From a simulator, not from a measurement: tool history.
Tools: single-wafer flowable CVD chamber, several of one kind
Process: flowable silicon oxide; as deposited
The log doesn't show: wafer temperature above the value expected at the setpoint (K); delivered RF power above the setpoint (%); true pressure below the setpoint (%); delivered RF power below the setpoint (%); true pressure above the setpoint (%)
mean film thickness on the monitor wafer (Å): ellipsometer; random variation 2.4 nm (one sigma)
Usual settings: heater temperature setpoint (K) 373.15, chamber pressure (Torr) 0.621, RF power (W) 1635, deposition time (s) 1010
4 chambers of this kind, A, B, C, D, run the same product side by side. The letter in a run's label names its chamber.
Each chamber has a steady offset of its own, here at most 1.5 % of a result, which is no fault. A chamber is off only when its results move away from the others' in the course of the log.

run	hour	heater temperature setpoint (K)	chamber pressure (Torr)	RF power (W)	deposition time (s)	hours since the last thermocouple change	hours since the last RF generator calibration	hours since the last manometer calibration	read-back reference wafer on the same gauge, thickness_nm	mean film thickness on the monitor wafer (Å)
1D	2.1	373.15	0.621	1635	1010	2246.8	140.8	307.2	413.44	4190.4
2A	5.5	373.15	0.621	1635	1010	731.5	421.6	821.3	413.52	4205.7
3C	9	373.15	0.621	1635	1010	929.1	570.5	1243.9	414.74	4103
# hour 12.7: chamber D: thermocouple changed; heater temperature recalibrated
4B	13	373.15	0.621	1635	1010	2341	1140.3	371.1	413.01	4193.3
5D	17	373.15	0.621	1635	1010	4.3	155.7	322.1	413.61	4163.3
6A	19.1	381.15	0.621	1635	1200	745.1	435.2	834.9	413.41	3762.5
7C	22.8	381.15	0.621	1635	1200	942.9	584.3	1257.7	413.64	3722.4
8B	26.2	381.15	0.621	1635	1200	2354.2	1153.5	384.3	413.81	3806.1
9A	29.8	381.15	0.621	1635	1200	755.8	445.9	845.6	413.86	3799.1
10D	32.6	373.15	0.621	1635	1010	19.9	171.3	337.7	413.71	4170.1
11B	36.2	373.15	0.568	1635	1190	2364.2	1163.5	394.3	413.63	4352.9
12C	40.1	373.15	0.568	1635	1190	960.2	601.6	1275	414.61	4315.7
13C	43.5	373.15	0.568	1635	1190	963.6	605	1278.4	413.6	4302.7
14A	46.9	373.15	0.568	1635	1190	772.9	463	862.7	414.21	4337
15D	49.5	373.15	0.621	1635	1010	36.8	188.2	354.6	413.65	4215.2
16B	52.3	373.15	0.621	1635	1010	2380.3	1179.6	410.4	414.09	4229.8
17A	55.3	373.15	0.621	1635	1010	781.3	471.4	871.1	414	4214.5
18B	57.9	373.15	0.621	1635	1010	2385.9	1185.2	416	414.36	4198.3
19D	60.3	373.15	0.621	1635	1010	47.6	199	365.4	413.98	4215.4
20C	64	373.15	0.621	1635	1010	984.1	625.5	1298.9	413.27	4130.3
21A	67.8	373.15	0.621	1635	1010	793.8	483.9	883.6	414.15	4179.5
22B	71.7	373.15	0.621	1635	1010	2399.7	1199	429.8	413.87	4208.5
23C	75.2	373.15	0.621	1635	1010	995.3	636.7	1310.1	414.14	4100.4
# hour 78.4: chamber C: capacitance manometer re-zeroed and calibrated
24D	78.8	373.15	0.621	1635	1010	66.1	217.5	383.9	413.54	4145.2
25A	82.8	373.15	0.621	1635	1010	808.8	498.9	898.6	414.8	4189
26D	85.8	373.15	0.621	1635	1010	73.1	224.5	390.9	413.93	4209
27B	89.7	373.15	0.621	1635	1010	2417.7	1217	447.8	413.78	4180.4
28C	92.4	373.15	0.621	1635	1010	1012.5	653.9	14	414.48	4103.6
29D	94.7	373.15	0.621	1635	1010	82	233.4	399.8	414.03	4171.2
30B	97.9	373.15	0.621	1635	1010	2425.9	1225.2	456	413.46	4147.8
31C	100.5	373.15	0.621	1635	1010	1020.6	662	22.1	413.83	4116.4
32A	104.4	373.15	0.621	1635	1010	830.4	520.5	920.2	413.97	4169.7
33A	106.3	387.15	0.621	1475	1010	832.3	522.4	922.1	413.74	2558.4
34B	110.2	387.15	0.621	1475	1010	2438.2	1237.5	468.3	413.42	2539.3
35C	112.7	387.15	0.621	1475	1010	1032.8	674.2	34.3	413.93	2542.2
36D	115	387.15	0.621	1475	1010	102.3	253.7	420.1	414.17	2560.1
37A	118.4	373.15	0.621	1635	1010	844.4	534.5	934.2	413.56	4188.8
38C	121.2	373.15	0.621	1635	1010	1041.3	682.7	42.8	414.28	4099.9
39D	123.5	373.15	0.621	1635	1010	110.8	262.2	428.6	414.64	4184.8
40B	126.3	373.15	0.621	1635	1010	2454.3	1253.6	484.4	414.09	4155.6
41D	128.6	373.15	0.621	1635	1010	115.9	267.3	433.7	413.52	4228
42C	132.1	379.15	0.621	1635	1010	1052.2	693.6	53.7	413.87	3359
43A	134.9	379.15	0.621	1635	1010	860.9	551	950.7	413.71	3416.7
44B	137.2	379.15	0.621	1635	1010	2465.2	1264.5	495.3	413.96	3418.2

What goes on in this fleet: one chamber off, a drifting gauge, or nothing beyond the chambers' own small offsets? Name the chamber and the cause, if any.

No chamber stands off beyond its own small offset, and the gauge holds steady.
